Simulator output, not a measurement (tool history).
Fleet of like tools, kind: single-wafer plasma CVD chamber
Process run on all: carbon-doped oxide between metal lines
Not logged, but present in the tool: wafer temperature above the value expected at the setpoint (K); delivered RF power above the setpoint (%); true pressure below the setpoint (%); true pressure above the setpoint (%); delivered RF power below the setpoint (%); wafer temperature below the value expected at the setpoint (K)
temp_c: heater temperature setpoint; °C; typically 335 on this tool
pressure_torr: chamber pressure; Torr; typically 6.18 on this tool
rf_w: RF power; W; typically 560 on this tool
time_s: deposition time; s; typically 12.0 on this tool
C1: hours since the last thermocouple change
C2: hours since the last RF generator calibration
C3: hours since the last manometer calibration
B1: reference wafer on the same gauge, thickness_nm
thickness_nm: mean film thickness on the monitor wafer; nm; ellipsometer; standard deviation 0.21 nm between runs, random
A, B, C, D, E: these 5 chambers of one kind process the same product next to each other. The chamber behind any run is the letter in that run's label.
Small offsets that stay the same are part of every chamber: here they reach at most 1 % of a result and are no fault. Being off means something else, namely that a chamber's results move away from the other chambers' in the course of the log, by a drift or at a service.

run 1E hour=10.3 | temp_c=335 pressure_torr=6.18 rf_w=560 time_s=12.0 | C1=517.8 C2=306.2 C3=30.6 | B1=68.622 | thickness_nm=72.510
run 2B hour=20.2 | temp_c=335 pressure_torr=6.18 rf_w=560 time_s=12.0 | C1=290.9 C2=1636.8 C3=647.3 | B1=68.607 | thickness_nm=72.485
run 3D hour=27.1 | temp_c=335 pressure_torr=6.18 rf_w=560 time_s=12.0 | C1=808.1 C2=391.9 C3=373.1 | B1=68.577 | thickness_nm=71.904
run 4A hour=38.7 | temp_c=335 pressure_torr=6.18 rf_w=560 time_s=12.0 | C1=175.2 C2=156.2 C3=771.7 | B1=68.588 | thickness_nm=71.856
run 5C hour=49.8 | temp_c=325 pressure_torr=6.18 rf_w=560 time_s=12.0 | C1=508.5 C2=830.0 C3=2343.7 | B1=68.631 | thickness_nm=73.878
run 6D hour=61.0 | temp_c=325 pressure_torr=6.18 rf_w=560 time_s=12.0 | C1=842.0 C2=425.8 C3=407.0 | B1=68.595 | thickness_nm=74.220
run 7E hour=70.9 | temp_c=325 pressure_torr=6.18 rf_w=560 time_s=12.0 | C1=578.4 C2=366.8 C3=91.2 | B1=68.613 | thickness_nm=75.168
run 8B hour=76.5 | temp_c=325 pressure_torr=6.18 rf_w=560 time_s=12.0 | C1=347.2 C2=1693.1 C3=703.6 | B1=68.613 | thickness_nm=74.888
run 9C hour=88.5 | temp_c=325 pressure_torr=6.18 rf_w=560 time_s=12.0 | C1=547.2 C2=868.7 C3=2382.4 | B1=68.600 | thickness_nm=74.214
run 10A hour=94.3 | temp_c=335 pressure_torr=6.18 rf_w=560 time_s=12.0 | C1=230.8 C2=211.8 C3=827.3 | B1=68.605 | thickness_nm=71.783
run 11D hour=99.8 | temp_c=335 pressure_torr=6.18 rf_w=560 time_s=12.0 | C1=880.8 C2=464.6 C3=445.8 | B1=68.589 | thickness_nm=71.715
run 12E hour=106.3 | temp_c=335 pressure_torr=6.18 rf_w=560 time_s=12.0 | C1=613.8 C2=402.2 C3=126.6 | B1=68.610 | thickness_nm=72.174
run 13A hour=114.0 | temp_c=335 pressure_torr=6.18 rf_w=560 time_s=12.0 | C1=250.5 C2=231.5 C3=847.0 | B1=68.608 | thickness_nm=71.937
run 14C hour=123.3 | temp_c=335 pressure_torr=6.18 rf_w=560 time_s=12.0 | C1=582.0 C2=903.5 C3=2417.2 | B1=68.627 | thickness_nm=71.587
run 15B hour=136.0 | temp_c=335 pressure_torr=6.18 rf_w=560 time_s=12.0 | C1=406.7 C2=1752.6 C3=763.1 | B1=68.536 | thickness_nm=72.485
run 16B hour=141.7 | temp_c=335 pressure_torr=6.18 rf_w=560 time_s=12.0 | C1=412.4 C2=1758.3 C3=768.8 | B1=68.588 | thickness_nm=71.941
run 17E hour=151.0 | temp_c=335 pressure_torr=6.18 rf_w=560 time_s=12.0 | C1=658.5 C2=446.9 C3=171.3 | B1=68.572 | thickness_nm=71.963
run 18D hour=162.9 | temp_c=322 pressure_torr=6.18 rf_w=560 time_s=10.6 | C1=943.9 C2=527.7 C3=508.9 | B1=68.598 | thickness_nm=66.196
run 19A hour=173.2 | temp_c=322 pressure_torr=6.18 rf_w=560 time_s=10.6 | C1=309.7 C2=290.7 C3=906.2 | B1=68.619 | thickness_nm=66.923
run 20C hour=185.1 | temp_c=322 pressure_torr=6.18 rf_w=560 time_s=10.6 | C1=643.8 C2=965.3 C3=2479.0 | B1=68.589 | thickness_nm=65.991
run 21A hour=191.5 | temp_c=322 pressure_torr=6.18 rf_w=560 time_s=10.6 | C1=328.0 C2=309.0 C3=924.5 | B1=68.612 | thickness_nm=66.891
run 22D hour=200.1 | temp_c=322 pressure_torr=6.18 rf_w=560 time_s=10.6 | C1=981.1 C2=564.9 C3=546.1 | B1=68.601 | thickness_nm=66.128
run 23E hour=206.9 | temp_c=335 pressure_torr=6.18 rf_w=560 time_s=12.0 | C1=714.4 C2=502.8 C3=227.2 | B1=68.619 | thickness_nm=71.497
run 24B hour=214.8 | temp_c=349 pressure_torr=6.18 rf_w=560 time_s=13.2 | C1=485.5 C2=1831.4 C3=841.9 | B1=68.576 | thickness_nm=75.614
run 25C hour=225.3 | temp_c=349 pressure_torr=6.18 rf_w=560 time_s=13.2 | C1=684.0 C2=1005.5 C3=2519.2 | B1=68.615 | thickness_nm=75.043
run 26D hour=234.6 | temp_c=349 pressure_torr=6.18 rf_w=560 time_s=13.2 | C1=1015.6 C2=599.4 C3=580.6 | B1=68.580 | thickness_nm=75.450
run 27C hour=246.9 | temp_c=349 pressure_torr=6.18 rf_w=560 time_s=13.2 | C1=705.6 C2=1027.1 C3=2540.8 | B1=68.555 | thickness_nm=75.348
run 28B hour=252.9 | temp_c=349 pressure_torr=6.18 rf_w=560 time_s=13.2 | C1=523.6 C2=1869.5 C3=880.0 | B1=68.615 | thickness_nm=75.815
run 29E hour=258.6 | temp_c=335 pressure_torr=6.18 rf_w=560 time_s=12.0 | C1=766.1 C2=554.5 C3=278.9 | B1=68.593 | thickness_nm=70.670
run 30A hour=268.7 | temp_c=335 pressure_torr=6.18 rf_w=560 time_s=12.0 | C1=405.2 C2=386.2 C3=1001.7 | B1=68.581 | thickness_nm=72.343
run 31A hour=277.0 | temp_c=335 pressure_torr=6.18 rf_w=560 time_s=12.0 | C1=413.5 C2=394.5 C3=1010.0 | B1=68.555 | thickness_nm=72.091
run 32E hour=286.0 | temp_c=335 pressure_torr=6.18 rf_w=560 time_s=12.0 | C1=793.5 C2=581.9 C3=306.3 | B1=68.598 | thickness_nm=70.375
run 33B hour=294.5 | temp_c=335 pressure_torr=6.18 rf_w=560 time_s=12.0 | C1=565.2 C2=1911.1 C3=921.6 | B1=68.616 | thickness_nm=72.066
run 34D hour=306.0 | temp_c=335 pressure_torr=6.18 rf_w=560 time_s=12.0 | C1=1087.0 C2=670.8 C3=652.0 | B1=68.625 | thickness_nm=71.785
run 35C hour=317.8 | temp_c=335 pressure_torr=6.18 rf_w=560 time_s=12.0 | C1=776.5 C2=1098.0 C3=2611.7 | B1=68.534 | thickness_nm=71.286
-- hour=319.9 chamber B: capacitance manometer re-zeroed and calibrated
run 36B hour=325.0 | temp_c=335 pressure_torr=6.18 rf_w=560 time_s=12.0 | C1=595.7 C2=1941.6 C3=5.1 | B1=68.597 | thickness_nm=71.971
run 37C hour=337.8 | temp_c=335 pressure_torr=6.18 rf_w=560 time_s=12.0 | C1=796.5 C2=1118.0 C3=2631.7 | B1=68.635 | thickness_nm=71.318

Decide between three cases: one chamber stands off from its peers, the gauge reading all wafers drifts, or nothing is wrong past each chamber's small offset. Where a chamber is off, say which and what most likely put it there.

One chamber, E, drifts off from the rest bit by bit.
Most likely cause: delivered RF power below the setpoint (%) = 5.17.

Here are 4 candidates for chamber E's next run, each the usual settings with a change, their results left as question marks. Which one brings its results back in line with what the others give on the usual settings?
In line means no further than this from the other chambers' mean on the usual settings: thickness_nm 0.730 nm
run 38E-1 hour=346.9 | temp_c=335 pressure_torr=8.34 rf_w=560 time_s=12.0 | thickness_nm=?
run 38E-2 hour=346.9 | temp_c=335 pressure_torr=6.18 rf_w=560 time_s=11.7 | thickness_nm=?
run 38E-3 hour=346.9 | temp_c=347 pressure_torr=5.54 rf_w=560 time_s=12.0 | thickness_nm=?
run 38E-4 hour=346.9 | temp_c=334 pressure_torr=6.18 rf_w=575 time_s=12.4 | thickness_nm=?

The mean the other chambers reach with the usual settings: thickness_nm 71.816 nm
run=38E-1 thickness_nm=71.688
run=38E-2 thickness_nm=68.485
run=38E-3 thickness_nm=66.872
run=38E-4 thickness_nm=73.958
It is 38E-1 that realigns the chamber with its peers.
